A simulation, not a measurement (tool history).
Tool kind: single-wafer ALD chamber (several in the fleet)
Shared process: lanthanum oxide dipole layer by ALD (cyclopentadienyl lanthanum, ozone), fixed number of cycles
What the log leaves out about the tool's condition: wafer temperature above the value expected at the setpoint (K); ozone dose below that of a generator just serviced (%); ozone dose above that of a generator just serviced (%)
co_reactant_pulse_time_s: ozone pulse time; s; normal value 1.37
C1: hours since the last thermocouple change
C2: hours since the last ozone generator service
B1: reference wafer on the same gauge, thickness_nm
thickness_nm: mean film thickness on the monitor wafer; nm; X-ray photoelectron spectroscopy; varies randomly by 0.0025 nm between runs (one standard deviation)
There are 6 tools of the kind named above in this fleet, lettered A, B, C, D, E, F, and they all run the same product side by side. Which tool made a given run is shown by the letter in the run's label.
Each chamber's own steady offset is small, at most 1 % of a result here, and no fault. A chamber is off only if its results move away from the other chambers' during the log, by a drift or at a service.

{"hour": 9.9, "done": "chamber F: ozone generator serviced"}
{"run": "1B", "hour": 11.8, "co_reactant_pulse_time_s": 1.37, "C1": 1029.9, "C2": 302, "B1": 0.43715, "thickness_nm": 0.54865}
{"hour": 22.8, "done": "chamber D: thermocouple changed; heater temperature recalibrated"}
{"run": "2A", "hour": 25.4, "co_reactant_pulse_time_s": 1.37, "C1": 91.3, "C2": 222.7, "B1": 0.43764, "thickness_nm": 0.54535}
{"run": "3E", "hour": 34.3, "co_reactant_pulse_time_s": 1.37, "C1": 991.5, "C2": 105.2, "B1": 0.43739, "thickness_nm": 0.53827}
{"run": "4D", "hour": 50.2, "co_reactant_pulse_time_s": 1.37, "C1": 27.5, "C2": 397.7, "B1": 0.43674, "thickness_nm": 0.54171}
{"run": "5C", "hour": 61.8, "co_reactant_pulse_time_s": 1.57, "C1": 3098.1, "C2": 473.3, "B1": 0.43687, "thickness_nm": 0.54701}
{"run": "6F", "hour": 70.0, "co_reactant_pulse_time_s": 1.57, "C1": 1059.3, "C2": 60.2, "B1": 0.43731, "thickness_nm": 0.55662}
{"run": "7D", "hour": 85.9, "co_reactant_pulse_time_s": 1.57, "C1": 63.2, "C2": 433.4, "B1": 0.43669, "thickness_nm": 0.55208}
{"run": "8E", "hour": 95.2, "co_reactant_pulse_time_s": 1.57, "C1": 1052.4, "C2": 166.1, "B1": 0.43715, "thickness_nm": 0.5498}
{"run": "9A", "hour": 107.0, "co_reactant_pulse_time_s": 1.57, "C1": 172.9, "C2": 304.3, "B1": 0.43668, "thickness_nm": 0.55642}
{"hour": 117.4, "done": "chamber C: thermocouple changed; heater temperature recalibrated"}
{"run": "10F", "hour": 119.5, "co_reactant_pulse_time_s": 1.57, "C1": 1108.8, "C2": 109.7, "B1": 0.43697, "thickness_nm": 0.5546}
{"run": "11C", "hour": 135.6, "co_reactant_pulse_time_s": 1.37, "C1": 18.2, "C2": 547.1, "B1": 0.43755, "thickness_nm": 0.53856}
{"run": "12B", "hour": 143.8, "co_reactant_pulse_time_s": 1.37, "C1": 1161.9, "C2": 434, "B1": 0.43665, "thickness_nm": 0.54274}
{"run": "13D", "hour": 157.0, "co_reactant_pulse_time_s": 1.37, "C1": 134.3, "C2": 504.5, "B1": 0.4367, "thickness_nm": 0.54184}
{"run": "14F", "hour": 170.8, "co_reactant_pulse_time_s": 1.37, "C1": 1160.1, "C2": 161, "B1": 0.43724, "thickness_nm": 0.53818}
{"hour": 172.7, "done": "chamber C: ozone generator serviced"}
{"run": "15C", "hour": 186.2, "co_reactant_pulse_time_s": 1.37, "C1": 68.8, "C2": 13.6, "B1": 0.43658, "thickness_nm": 0.53927}
{"run": "16A", "hour": 198.3, "co_reactant_pulse_time_s": 1.37, "C1": 264.2, "C2": 395.6, "B1": 0.43688, "thickness_nm": 0.54347}
{"run": "17B", "hour": 209.7, "co_reactant_pulse_time_s": 1.37, "C1": 1227.8, "C2": 499.9, "B1": 0.43636, "thickness_nm": 0.54092}
{"run": "18E", "hour": 218.8, "co_reactant_pulse_time_s": 1.37, "C1": 1176, "C2": 289.7, "B1": 0.43687, "thickness_nm": 0.5359}
{"run": "19B", "hour": 232.1, "co_reactant_pulse_time_s": 1.37, "C1": 1250.2, "C2": 522.3, "B1": 0.43677, "thickness_nm": 0.54544}
{"run": "20E", "hour": 247.3, "co_reactant_pulse_time_s": 1.37, "C1": 1204.5, "C2": 318.2, "B1": 0.4371, "thickness_nm": 0.53908}
{"run": "21C", "hour": 255.8, "co_reactant_pulse_time_s": 1.37, "C1": 138.4, "C2": 83.2, "B1": 0.43722, "thickness_nm": 0.54305}
{"hour": 258.6, "done": "chamber E: thermocouple changed; heater temperature recalibrated"}
{"run": "22A", "hour": 265.4, "co_reactant_pulse_time_s": 1.37, "C1": 331.3, "C2": 462.7, "B1": 0.43711, "thickness_nm": 0.54807}
{"hour": 277.0, "done": "chamber D: ozone generator serviced"}
{"hour": 280.5, "done": "chamber F: thermocouple changed; heater temperature recalibrated"}
{"run": "23F", "hour": 281.4, "co_reactant_pulse_time_s": 1.37, "C1": 0.9, "C2": 271.6, "B1": 0.43726, "thickness_nm": 0.54267}
{"run": "24D", "hour": 295.5, "co_reactant_pulse_time_s": 1.15, "C1": 272.8, "C2": 18.5, "B1": 0.43686, "thickness_nm": 0.51752}
{"run": "25E", "hour": 308.9, "co_reactant_pulse_time_s": 1.15, "C1": 50.3, "C2": 379.8, "B1": 0.43687, "thickness_nm": 0.51808}
{"run": "26D", "hour": 317.6, "co_reactant_pulse_time_s": 1.15, "C1": 294.9, "C2": 40.6, "B1": 0.43643, "thickness_nm": 0.51838}
{"run": "27C", "hour": 328.6, "co_reactant_pulse_time_s": 1.15, "C1": 211.2, "C2": 156, "B1": 0.43729, "thickness_nm": 0.51292}
{"hour": 337.0, "done": "chamber A: ozone generator serviced"}
{"run": "28A", "hour": 339.2, "co_reactant_pulse_time_s": 1.15, "C1": 405.1, "C2": 2.2, "B1": 0.43666, "thickness_nm": 0.52192}
{"run": "29F", "hour": 351.3, "co_reactant_pulse_time_s": 1.15, "C1": 70.8, "C2": 341.5, "B1": 0.43672, "thickness_nm": 0.51983}
{"run": "30B", "hour": 359.1, "co_reactant_pulse_time_s": 1.66, "C1": 1377.2, "C2": 649.3, "B1": 0.43734, "thickness_nm": 0.55795}
{"run": "31D", "hour": 368.0, "co_reactant_pulse_time_s": 1.66, "C1": 345.3, "C2": 91, "B1": 0.43692, "thickness_nm": 0.55355}
{"run": "32A", "hour": 375.5, "co_reactant_pulse_time_s": 1.66, "C1": 441.4, "C2": 38.5, "B1": 0.43652, "thickness_nm": 0.56259}
{"run": "33B", "hour": 390.3, "co_reactant_pulse_time_s": 1.66, "C1": 1408.4, "C2": 680.5, "B1": 0.4371, "thickness_nm": 0.5628}
{"run": "34F", "hour": 406.1, "co_reactant_pulse_time_s": 1.66, "C1": 125.6, "C2": 396.3, "B1": 0.43722, "thickness_nm": 0.55574}
{"run": "35C", "hour": 417.9, "co_reactant_pulse_time_s": 1.66, "C1": 300.5, "C2": 245.3, "B1": 0.43707, "thickness_nm": 0.55215}
{"run": "36E", "hour": 429.6, "co_reactant_pulse_time_s": 1.37, "C1": 171, "C2": 500.5, "B1": 0.43715, "thickness_nm": 0.54097}
{"run": "37A", "hour": 441.4, "co_reactant_pulse_time_s": 1.37, "C1": 507.3, "C2": 104.4, "B1": 0.43766, "thickness_nm": 0.54666}
{"run": "38B", "hour": 448.4, "co_reactant_pulse_time_s": 0.88, "C1": 1466.5, "C2": 738.6, "B1": 0.43653, "thickness_nm": 0.4778}

Decide between three cases: one chamber stands off from its peers, the gauge reading all wafers drifts, or nothing is wrong past each chamber's small offset. Where a chamber is off, say which and what most likely put it there.

Beyond each chamber's small constant offset nothing stands out, and the gauge stays steady.
